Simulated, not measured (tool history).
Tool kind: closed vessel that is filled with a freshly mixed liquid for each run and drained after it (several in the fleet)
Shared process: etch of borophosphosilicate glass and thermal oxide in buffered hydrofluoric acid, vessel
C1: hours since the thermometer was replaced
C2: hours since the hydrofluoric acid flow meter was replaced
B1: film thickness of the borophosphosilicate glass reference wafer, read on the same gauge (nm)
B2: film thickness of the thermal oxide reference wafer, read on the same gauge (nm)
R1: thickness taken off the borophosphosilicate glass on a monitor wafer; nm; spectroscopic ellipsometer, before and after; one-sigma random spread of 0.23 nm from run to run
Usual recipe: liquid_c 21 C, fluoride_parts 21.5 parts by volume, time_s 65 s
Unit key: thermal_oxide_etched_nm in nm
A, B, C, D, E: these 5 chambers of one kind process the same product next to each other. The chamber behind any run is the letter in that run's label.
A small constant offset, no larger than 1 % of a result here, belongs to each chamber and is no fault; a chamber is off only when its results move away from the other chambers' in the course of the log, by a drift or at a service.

{"run": "1C", "day": 0.596, "liquid_c": 21, "fluoride_parts": 21.5, "time_s": 65, "C1": 935.3, "C2": 1531.7, "B1": 110.0, "B2": 79.998, "R1": 36.921, "thermal_oxide_etched_nm": 30.629}
{"run": "2E", "day": 1.121, "liquid_c": 21, "fluoride_parts": 21.5, "time_s": 65, "C1": 1426.1, "C2": 410.4, "B1": 110.02, "B2": 79.998, "R1": 36.424, "thermal_oxide_etched_nm": 30.393}
{"run": "3D", "day": 1.658, "liquid_c": 21, "fluoride_parts": 21.5, "time_s": 65, "C1": 610.2, "C2": 468.0, "B1": 110.0, "B2": 80.008, "R1": 36.746, "thermal_oxide_etched_nm": 30.296}
{"run": "4B", "day": 1.921, "liquid_c": 21, "fluoride_parts": 21.5, "time_s": 65, "C1": 826.8, "C2": 249.7, "B1": 110.0, "B2": 80.002, "R1": 35.819, "thermal_oxide_etched_nm": 30.377}
{"run": "5A", "day": 2.346, "liquid_c": 21, "fluoride_parts": 21.5, "time_s": 65, "C1": 509.1, "C2": 348.4, "B1": 109.98, "B2": 80.005, "R1": 36.117, "thermal_oxide_etched_nm": 30.333}
{"run": "6C", "day": 2.646, "liquid_c": 21, "fluoride_parts": 21.5, "time_s": 65, "C1": 984.5, "C2": 1580.9, "B1": 110.03, "B2": 79.981, "R1": 36.786, "thermal_oxide_etched_nm": 30.338}
{"run": "7E", "day": 2.912, "liquid_c": 21, "fluoride_parts": 21.5, "time_s": 65, "C1": 1469.1, "C2": 453.4, "B1": 110.06, "B2": 79.99, "R1": 36.321, "thermal_oxide_etched_nm": 30.303}
{"run": "8B", "day": 3.412, "liquid_c": 21, "fluoride_parts": 21.5, "time_s": 65, "C1": 862.6, "C2": 285.5, "B1": 109.98, "B2": 80.011, "R1": 36.327, "thermal_oxide_etched_nm": 30.61}
{"run": "9A", "day": 3.925, "liquid_c": 21, "fluoride_parts": 21.5, "time_s": 65, "C1": 547.0, "C2": 386.3, "B1": 109.99, "B2": 79.999, "R1": 36.169, "thermal_oxide_etched_nm": 30.664}
{"run": "10D", "day": 4.429, "liquid_c": 21, "fluoride_parts": 21.5, "time_s": 65, "C1": 676.7, "C2": 534.5, "B1": 109.93, "B2": 80.001, "R1": 36.083, "thermal_oxide_etched_nm": 30.459}
{"run": "11B", "day": 4.996, "liquid_c": 21, "fluoride_parts": 21.5, "time_s": 65, "C1": 900.6, "C2": 323.5, "B1": 109.99, "B2": 79.991, "R1": 36.627, "thermal_oxide_etched_nm": 30.033}
{"run": "12C", "day": 5.296, "liquid_c": 21, "fluoride_parts": 21.5, "time_s": 65, "C1": 1048.1, "C2": 1644.5, "B1": 109.93, "B2": 79.985, "R1": 36.627, "thermal_oxide_etched_nm": 30.507}
{"run": "13E", "day": 5.85, "liquid_c": 21, "fluoride_parts": 21.5, "time_s": 65, "C1": 1539.6, "C2": 523.9, "B1": 110.02, "B2": 79.999, "R1": 36.46, "thermal_oxide_etched_nm": 30.537}
{"run": "14A", "day": 6.438, "liquid_c": 21, "fluoride_parts": 21.5, "time_s": 30, "C1": 607.3, "C2": 446.6, "B1": 109.97, "B2": 80.005, "R1": 16.613, "thermal_oxide_etched_nm": 14.37}
{"run": "15D", "day": 7.008, "liquid_c": 21, "fluoride_parts": 21.5, "time_s": 30, "C1": 738.6, "C2": 596.4, "B1": 110.02, "B2": 80.0, "R1": 16.964, "thermal_oxide_etched_nm": 14.043}
{"run": "16B", "day": 7.396, "liquid_c": 21, "fluoride_parts": 21.5, "time_s": 30, "C1": 958.2, "C2": 381.1, "B1": 110.03, "B2": 79.995, "R1": 16.806, "thermal_oxide_etched_nm": 13.813}
{"run": "17C", "day": 7.662, "liquid_c": 21, "fluoride_parts": 21.5, "time_s": 30, "C1": 1104.9, "C2": 1701.3, "B1": 110.01, "B2": 79.99, "R1": 17.062, "thermal_oxide_etched_nm": 14.23}
{"run": "18A", "day": 8.112, "liquid_c": 21, "fluoride_parts": 21.5, "time_s": 30, "C1": 647.5, "C2": 486.8, "B1": 110.05, "B2": 79.993, "R1": 16.605, "thermal_oxide_etched_nm": 14.004}
{"run": "19D", "day": 8.688, "liquid_c": 21, "fluoride_parts": 21.5, "time_s": 65, "C1": 778.9, "C2": 636.7, "B1": 110.03, "B2": 80.006, "R1": 36.191, "thermal_oxide_etched_nm": 30.677}
{"run": "20E", "day": 9.058, "liquid_c": 21, "fluoride_parts": 21.5, "time_s": 65, "C1": 1616.6, "C2": 600.9, "B1": 110.0, "B2": 80.012, "R1": 36.623, "thermal_oxide_etched_nm": 30.396}
{"run": "21D", "day": 9.475, "liquid_c": 21, "fluoride_parts": 21.5, "time_s": 65, "C1": 797.8, "C2": 655.6, "B1": 109.97, "B2": 80.004, "R1": 36.38, "thermal_oxide_etched_nm": 30.486}
{"run": "22A", "day": 9.829, "liquid_c": 21, "fluoride_parts": 27.5, "time_s": 65, "C1": 688.7, "C2": 528.0, "B1": 109.99, "B2": 79.992, "R1": 30.695, "thermal_oxide_etched_nm": 25.718}
{"run": "23E", "day": 10.275, "liquid_c": 21, "fluoride_parts": 27.5, "time_s": 65, "C1": 1645.8, "C2": 630.1, "B1": 109.98, "B2": 80.009, "R1": 30.516, "thermal_oxide_etched_nm": 25.505}
{"run": "24B", "day": 10.712, "liquid_c": 21, "fluoride_parts": 27.5, "time_s": 65, "C1": 1037.8, "C2": 460.7, "B1": 109.98, "B2": 80.008, "R1": 31.158, "thermal_oxide_etched_nm": 25.136}
{"run": "25C", "day": 11.096, "liquid_c": 21, "fluoride_parts": 27.5, "time_s": 65, "C1": 1187.3, "C2": 1783.7, "B1": 109.96, "B2": 80.005, "R1": 31.402, "thermal_oxide_etched_nm": 26.175}
{"run": "26E", "day": 11.379, "liquid_c": 21, "fluoride_parts": 27.5, "time_s": 65, "C1": 1672.3, "C2": 656.6, "B1": 109.99, "B2": 79.999, "R1": 30.916, "thermal_oxide_etched_nm": 25.689}
{"run": "27C", "day": 11.671, "liquid_c": 21, "fluoride_parts": 21.5, "time_s": 65, "C1": 1201.1, "C2": 1797.5, "B1": 110.0, "B2": 80.006, "R1": 36.84, "thermal_oxide_etched_nm": 30.595}
{"run": "28B", "day": 12.146, "liquid_c": 21, "fluoride_parts": 21.5, "time_s": 65, "C1": 1072.2, "C2": 495.1, "B1": 110.0, "B2": 80.007, "R1": 36.389, "thermal_oxide_etched_nm": 30.549}
{"run": "29A", "day": 12.629, "liquid_c": 21, "fluoride_parts": 21.5, "time_s": 65, "C1": 755.9, "C2": 595.2, "B1": 110.02, "B2": 79.998, "R1": 35.76, "thermal_oxide_etched_nm": 30.02}
{"run": "30D", "day": 13.204, "liquid_c": 21, "fluoride_parts": 21.5, "time_s": 65, "C1": 887.3, "C2": 745.1, "B1": 109.96, "B2": 80.023, "R1": 36.147, "thermal_oxide_etched_nm": 30.39}
{"run": "31C", "day": 13.775, "liquid_c": 21, "fluoride_parts": 21.5, "time_s": 90, "C1": 1251.6, "C2": 1848.0, "B1": 110.02, "B2": 80.001, "R1": 51.0, "thermal_oxide_etched_nm": 42.11}
{"run": "32B", "day": 14.346, "liquid_c": 21, "fluoride_parts": 21.5, "time_s": 90, "C1": 1125.0, "C2": 547.9, "B1": 110.03, "B2": 79.992, "R1": 49.985, "thermal_oxide_etched_nm": 41.612}
{"run": "33A", "day": 14.95, "liquid_c": 21, "fluoride_parts": 21.5, "time_s": 90, "C1": 811.6, "C2": 650.9, "B1": 109.98, "B2": 79.999, "R1": 50.516, "thermal_oxide_etched_nm": 42.135}
{"run": "34E", "day": 15.388, "liquid_c": 21, "fluoride_parts": 21.5, "time_s": 90, "C1": 1768.5, "C2": 752.8, "B1": 110.04, "B2": 79.995, "R1": 49.915, "thermal_oxide_etched_nm": 41.847}
{"day": 15.838, "done": "chamber C: hydrofluoric acid flow meter replaced"}
{"run": "35D", "day": 15.917, "liquid_c": 21, "fluoride_parts": 21.5, "time_s": 90, "C1": 952.4, "C2": 810.2, "B1": 109.99, "B2": 79.998, "R1": 50.719, "thermal_oxide_etched_nm": 42.396}
{"run": "36C", "day": 16.258, "liquid_c": 21, "fluoride_parts": 21.5, "time_s": 65, "C1": 1311.2, "C2": 10.1, "B1": 110.02, "B2": 79.992, "R1": 36.634, "thermal_oxide_etched_nm": 30.311}
{"run": "37B", "day": 16.758, "liquid_c": 21, "fluoride_parts": 21.5, "time_s": 65, "C1": 1182.9, "C2": 605.8, "B1": 110.04, "B2": 79.996, "R1": 36.409, "thermal_oxide_etched_nm": 30.372}
{"run": "38A", "day": 17.371, "liquid_c": 21, "fluoride_parts": 21.5, "time_s": 65, "C1": 869.7, "C2": 709.0, "B1": 110.0, "B2": 79.975, "R1": 36.208, "thermal_oxide_etched_nm": 30.769}
{"run": "39D", "day": 17.638, "liquid_c": 21, "fluoride_parts": 21.5, "time_s": 65, "C1": 993.7, "C2": 851.5, "B1": 110.0, "B2": 80.014, "R1": 36.65, "thermal_oxide_etched_nm": 30.185}
{"run": "40E", "day": 18.05, "liquid_c": 21, "fluoride_parts": 21.5, "time_s": 65, "C1": 1832.4, "C2": 816.7, "B1": 109.99, "B2": 80.007, "R1": 35.827, "thermal_oxide_etched_nm": 30.991}
{"run": "41C", "day": 18.392, "liquid_c": 21, "fluoride_parts": 21.5, "time_s": 65, "C1": 1362.4, "C2": 61.3, "B1": 110.03, "B2": 80.004, "R1": 36.741, "thermal_oxide_etched_nm": 30.485}
{"run": "42A", "day": 18.912, "liquid_c": 21, "fluoride_parts": 21.5, "time_s": 65, "C1": 906.7, "C2": 746.0, "B1": 109.95, "B2": 80.013, "R1": 36.363, "thermal_oxide_etched_nm": 30.205}
{"day": 19.229, "done": "chamber E: thermometer replaced"}
{"run": "43E", "day": 19.467, "liquid_c": 21, "fluoride_parts": 21.5, "time_s": 65, "C1": 5.8, "C2": 850.7, "B1": 110.02, "B2": 80.002, "R1": 36.109, "thermal_oxide_etched_nm": 30.499}
{"run": "44B", "day": 19.971, "liquid_c": 21, "fluoride_parts": 21.5, "time_s": 65, "C1": 1260.0, "C2": 682.9, "B1": 109.98, "B2": 80.003, "R1": 36.492, "thermal_oxide_etched_nm": 29.917}

Does one chamber stand apart from the rest, does the shared gauge drift, or is all well apart from small per-chamber offsets? Give the chamber and the most likely cause, where there is one.

No chamber is off and the gauge is stable; the differences are just each chamber's small, constant offset.

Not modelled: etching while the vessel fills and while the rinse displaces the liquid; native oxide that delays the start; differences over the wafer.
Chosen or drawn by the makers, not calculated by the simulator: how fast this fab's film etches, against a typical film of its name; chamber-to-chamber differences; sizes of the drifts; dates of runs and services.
